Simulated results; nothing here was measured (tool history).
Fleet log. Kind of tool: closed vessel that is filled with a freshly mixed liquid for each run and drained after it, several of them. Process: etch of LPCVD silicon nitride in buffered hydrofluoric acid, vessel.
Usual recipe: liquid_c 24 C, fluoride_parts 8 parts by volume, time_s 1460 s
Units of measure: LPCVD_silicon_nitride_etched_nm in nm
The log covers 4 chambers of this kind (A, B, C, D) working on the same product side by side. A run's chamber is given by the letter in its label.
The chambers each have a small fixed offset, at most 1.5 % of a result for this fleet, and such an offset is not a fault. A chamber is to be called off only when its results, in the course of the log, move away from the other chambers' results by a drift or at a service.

run   hour  liquid_c  fluoride_parts  time_s  hours since the thermometer was replaced  hours since the hydrofluoric acid flow meter was replaced  read-back film thickness of the LPCVD silicon nitride reference wafer, read on the same gauge (nm)  LPCVD_silicon_nitride_etched_nm
 1B    3.7        24               8    1460                                     918.3                                                       85.2                                                                                                 140                           24.945
 2A    7.5        24               8    1460                                     832.9                                                      184.7                                                                                                 140                           24.889
 3D   11.7        24               8    1460                                      60.8                                                      299.1                                                                                                 140                            24.89
 4C   14.8        24               8    1460                                     490.3                                                     1058.2                                                                                              140.02                           24.781
 5A   17.7        24               8    1460                                     843.1                                                      194.9                                                                                              139.97                           24.614
 6B     21        24              11    1160                                     935.6                                                      102.5                                                                                              140.01                           14.952
 7D     25        24              11    1160                                      74.1                                                      312.4                                                                                              139.97                           14.977
 8C   29.2        24              11    1160                                     504.7                                                     1072.6                                                                                              140.01                           14.712
 9A   31.9        24              11    1160                                     857.3                                                      209.1                                                                                              140.01                           14.816
10C   35.9        24               8    1460                                     511.4                                                     1079.3                                                                                              140.01                           24.559
11B   38.3        24               8    1460                                     952.9                                                      119.8                                                                                              139.99                           24.832
12D     43        24               8    1460                                      92.1                                                      330.4                                                                                              139.99                           25.074
13A   47.3        24               8    1460                                     872.7                                                      224.5                                                                                                 140                           24.653
14C   50.8        27               8    1725                                     526.3                                                     1094.2                                                                                                 140                           34.556
15B   53.2        27               8    1725                                     967.8                                                      134.7                                                                                              139.99                           34.637
16D   56.9        27               8    1725                                       106                                                      344.3                                                                                              140.02                           34.862
17B   60.8        27               8    1725                                     975.4                                                      142.3                                                                                                 140                           34.486
18D   63.1        24               8    1460                                     112.2                                                      350.5                                                                                              140.05                           24.843
19A   67.2        24            10.5    1460                                     892.6                                                      244.4                                                                                              140.01                           19.609
20C   70.2        24            10.5    1460                                     545.7                                                     1113.6                                                                                              139.99                           19.409
21A   73.2        24            10.5    1460                                     898.6                                                      250.4                                                                                              139.99                            19.49
22B   75.9        24            10.5    1460                                     990.5                                                      157.4                                                                                              139.99                           19.665
23C   80.4        24               8    1460                                     555.9                                                     1123.8                                                                                              139.99                           24.242
24D   83.8        24               8    1460                                     132.9                                                      371.2                                                                                                 140                           25.013
25A   86.4        24               8    1460                                     911.8                                                      263.6                                                                                              140.05                           24.661
26B   89.7        24               8    1460                                    1004.3                                                      171.2                                                                                              139.97                            24.67
27D   92.4        24               8    1460                                     141.5                                                      379.8                                                                                                 140                           24.907
28C   94.7        24               8    1460                                     570.2                                                     1138.1                                                                                              140.05                           24.172
29D   96.9        26               8    1460                                       146                                                      384.3                                                                                                 140                           27.881
30A    101        26               8    1460                                     926.4                                                      278.2                                                                                              139.97                           27.408
31C  103.4        26               8    1460                                     578.9                                                     1146.8                                                                                              140.02                           26.472
32B  105.6        26               8    1460                                    1020.2                                                      187.1                                                                                              140.04                           27.695
33D  108.8        24             6.5    1460                                     157.9                                                      396.2                                                                                              139.98                           30.601
34B  110.9        24             6.5    1460                                    1025.5                                                      192.4                                                                                              139.99                           30.486
35C  115.7        24             6.5    1460                                     591.2                                                     1159.1                                                                                              140.01                           29.435
36A  118.9        24             6.5    1460                                     944.3                                                      296.1                                                                                              139.95                           30.672
37A  122.1        24               8    1460                                     947.5                                                      299.3                                                                                              139.98                           24.878
38B    126        24               8    1460                                    1040.6                                                      207.5                                                                                              140.01                           24.671
39D  128.5        24               8    1460                                     177.6                                                      415.9                                                                                              140.05                           24.984
40C  132.2        24               8    1460                                     607.7                                                     1175.6                                                                                              139.97                           23.695
41A    136        24               9     875                                     961.4                                                      313.2                                                                                              140.01                           13.092
42B  138.8        24               9     875                                    1053.4                                                      220.3                                                                                              139.99                           13.088
43C  143.1        24               9     875                                     618.6                                                     1186.5                                                                                              139.99                           12.702

One chamber off, gauge drift, or nothing amiss beyond the chambers' own small offsets? If it is a chamber, which one, and what is the likeliest cause?

Little by little, chamber C moves away from the other chambers.
Cause: hydrofluoric acid flow below the setpoint (%) = 4.85.
Not necessarily distinguishable in this log from: liquid colder than its thermometer reads (K).

Here are 4 candidates for chamber C's next run, each the usual settings with a change, their results left as question marks. Which one brings its results back in line with what the others give on the usual settings?
Allowed miss from the other chambers' usual-settings mean, per result, to count as in line: LPCVD_silicon_nitride_etched_nm 0.47 nm
44C-1  146.6      24.5               8    1620                                                                                                                                                                                                                                         ?
44C-2  146.6        24               8    1545                                                                                                                                                                                                                                         ?
44C-3  146.6        24               8    1270                                                                                                                                                                                                                                         ?
44C-4  146.6        24               8    1370                                                                                                                                                                                                                                         ?

Average result of the remaining chambers running the usual settings: LPCVD_silicon_nitride_etched_nm 24.896 nm
  run  LPCVD_silicon_nitride_etched_nm
44C-1                           26.699
44C-2                            24.78
44C-3                           20.369
44C-4                           21.973
It is 44C-2 that realigns the chamber with its peers.
